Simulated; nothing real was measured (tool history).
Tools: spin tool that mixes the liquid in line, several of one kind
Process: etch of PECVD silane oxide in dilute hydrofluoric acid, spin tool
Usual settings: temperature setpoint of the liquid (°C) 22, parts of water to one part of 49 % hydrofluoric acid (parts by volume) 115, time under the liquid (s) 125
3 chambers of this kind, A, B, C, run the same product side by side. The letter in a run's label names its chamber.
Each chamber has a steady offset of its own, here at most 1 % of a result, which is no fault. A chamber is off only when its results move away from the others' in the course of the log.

run	hour	temperature setpoint of the liquid (°C)	parts of water to one part of 49 % hydrofluoric acid (parts by volume)	time under the liquid (s)	hours since the thermometer was replaced	hours since the hydrofluoric acid flow meter was replaced	read-back film thickness of the PECVD silane oxide reference wafer, read on the same gauge (nm)	thickness taken off the PECVD silane oxide on a monitor wafer (angstrom)
1A	10.1	22	115	125	392.3	1183	40.014	502.95
2B	21	22	115	125	701.3	452.5	39.99	498.83
3C	30.4	22	115	125	735.4	584.3	40.013	491.57
4C	38.5	22	115	125	743.5	592.4	39.996	490.87
5A	50.4	22	115	125	432.6	1223.3	40.001	502.71
# hour 53.6: chamber A: hydrofluoric acid flow meter replaced
6B	61.1	22	115	125	741.4	492.6	40.01	494.71
7A	70.5	22	115	125	452.7	17	40.003	489.37
8C	82.2	22	115	125	787.2	636.1	39.983	504.7
9B	92.7	22	115	125	773	524.2	40.009	487.84
10B	104	22	75	125	784.3	535.5	40.029	791.86
11A	114.6	22	75	125	496.8	61.1	40	791.92
12C	123.2	22	75	125	828.2	677.1	40.018	806.9
13C	135.5	22	115	125	840.5	689.4	40.008	516.4
14B	145.2	18	115	175	825.5	576.7	40.016	574.36
15A	158.1	18	115	175	540.3	104.6	40.013	595.05
16B	168	18	115	175	848.3	599.5	40.01	583.61
# hour 171.1: chamber B: thermometer replaced
17A	179.1	22	115	125	561.3	125.6	39.988	493.72
18C	186.9	22	115	125	891.9	740.8	39.998	523.59
19B	196.4	22	115	125	25.3	627.9	39.998	486.28
20C	209	22	165	125	914	762.9	40.008	347.19
21A	220	22	165	125	602.2	166.5	39.985	330.53
22C	232.4	22	165	125	937.4	786.3	39.992	349.48
23B	243.4	22	115	180	72.3	674.9	39.999	705.82
24A	255.4	22	115	180	637.6	201.9	40.021	719.8
25A	261.3	22	115	180	643.5	207.8	40	716.3
26B	270.4	22	115	125	99.3	701.9	40.018	486.99
27C	282.3	22	115	125	987.3	836.2	39.999	531.76
28C	290.9	22	115	125	995.9	844.8	39.986	548.47
29A	298.1	22	115	125	680.3	244.6	39.996	495.06
# hour 301.8: chamber C: thermometer replaced
30B	304.9	22	115	125	133.8	736.4	40.032	489.74
31A	316.2	22	115	125	698.4	262.7	40.024	499.21
32C	324.2	22	115	125	22.5	878.1	40.006	536.04
33B	335.3	22	115	125	164.2	766.8	40.002	490.88

Next, every chamber runs the same settings. What will each give?
34A	344.5	22	65	125				?
34B	344.5	22	65	125				?
34C	344.5	22	65	125				?

run	thickness taken off the PECVD silane oxide on a monitor wafer (angstrom)
34A	921.61
34B	930.94
34C	1016.7
